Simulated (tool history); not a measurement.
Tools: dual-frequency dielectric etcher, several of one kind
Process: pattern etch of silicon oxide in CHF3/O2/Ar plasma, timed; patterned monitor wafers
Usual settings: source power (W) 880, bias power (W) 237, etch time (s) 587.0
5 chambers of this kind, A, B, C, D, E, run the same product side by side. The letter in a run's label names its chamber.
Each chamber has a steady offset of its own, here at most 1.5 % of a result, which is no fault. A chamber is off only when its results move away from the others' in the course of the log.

run,hour,source power (W),bias power (W),etch time (s),hours since the last wet clean,hours since the last source power generator calibration,hours since the last bias power generator calibration,"read-back reference wafer on the same gauge, depth_nm",mean etch depth across the wafer (Å)
1E,7.7,880,237,587.0,597.7,1187.6,218.8,1759.9,14586
# hour 17.5: chamber E: wet clean of the chamber
2D,17.9,880,237,587.0,290.4,1815.2,189.5,1760.4,14626
3C,27.9,880,237,587.0,302.8,3334.1,1170.4,1760.7,14791
4A,34.4,880,237,587.0,62.3,143.9,3072.0,1761.3,14770
5B,44.1,880,237,587.0,274.8,2542.5,848.8,1761.9,14607
6D,51.9,880,237,587.0,324.4,1849.2,223.5,1761.4,14631
7C,59.5,1040,237,587.0,334.4,3365.7,1202.0,1762.2,15794
8A,66.5,1040,237,587.0,94.4,176.0,3104.1,1762.4,15701
9B,72.7,1040,237,587.0,303.4,2571.1,877.4,1763.0,15583
# hour 72.8: chamber C: wet clean of the chamber
10E,81.1,1040,237,587.0,63.7,1261.0,292.2,1763.1,15508
11E,91.2,1040,237,587.0,73.8,1271.1,302.3,1762.7,15550
12C,98.0,880,237,587.0,25.3,3404.2,1240.5,1763.2,14833
13A,106.0,880,237,587.0,133.9,215.5,3143.6,1764.2,14750
14B,112.0,670,195,587.0,342.7,2610.4,916.7,1763.7,12356
15D,120.8,670,195,587.0,393.3,1918.1,292.4,1764.3,12377
16E,125.7,670,195,587.0,108.3,1305.6,336.8,1763.8,12281
17B,133.7,670,195,587.0,364.4,2632.1,938.4,1764.3,12343
18C,142.5,670,195,587.0,69.8,3448.7,1285.0,1765.0,12555
19A,149.8,880,237,587.0,177.7,259.3,3187.4,1765.3,14767
20D,155.2,750,237,451.5,427.7,1952.5,326.8,1765.5,10590
21A,159.6,750,237,451.5,187.5,269.1,3197.2,1765.7,10713
22D,169.6,750,237,451.5,442.1,1966.9,341.2,1766.2,10596
23E,174.9,750,237,451.5,157.5,1354.8,386.0,1766.1,10548
24C,183.2,750,237,451.5,110.5,3489.4,1325.7,1765.8,10784
25B,191.2,880,237,759.5,421.9,2689.6,995.9,1766.2,18919
26A,199.9,880,237,759.5,227.8,309.4,3237.5,1766.8,19150
27E,208.5,880,237,759.5,191.1,1388.4,419.6,1767.1,18907
28D,217.5,880,237,759.5,490.0,2014.8,389.1,1767.2,18978
29B,227.3,880,237,759.5,458.0,2725.7,1032.0,1767.9,18959
30C,233.1,880,237,587.0,160.4,3539.3,1375.6,1767.8,14853
# hour 235.3: chamber D: wet clean of the chamber
31E,238.6,880,237,587.0,221.2,1418.5,449.7,1767.9,14628
# hour 241.9: chamber B: wet clean of the chamber
32B,248.8,740,259,587.0,7.0,2747.2,1053.5,1769.5,14159
33A,255.0,740,259,587.0,282.9,364.5,3292.6,1768.9,14296
34C,264.6,740,259,587.0,191.9,3570.8,1407.1,1769.3,14415
35D,273.6,740,259,587.0,38.3,2070.9,445.2,1769.7,14201
36D,278.5,740,259,587.0,43.2,2075.8,450.1,1769.0,14188
37A,284.8,880,184,446.0,312.7,394.3,3322.4,1769.9,10359

What goes on in this fleet: one chamber off, a drifting gauge, or nothing beyond the chambers' own small offsets? Name the chamber and the cause, if any.

The gauge drifts, so all chambers seem to drift together. No chamber is off.
Cause: gauge reads high (%) = 0.572.
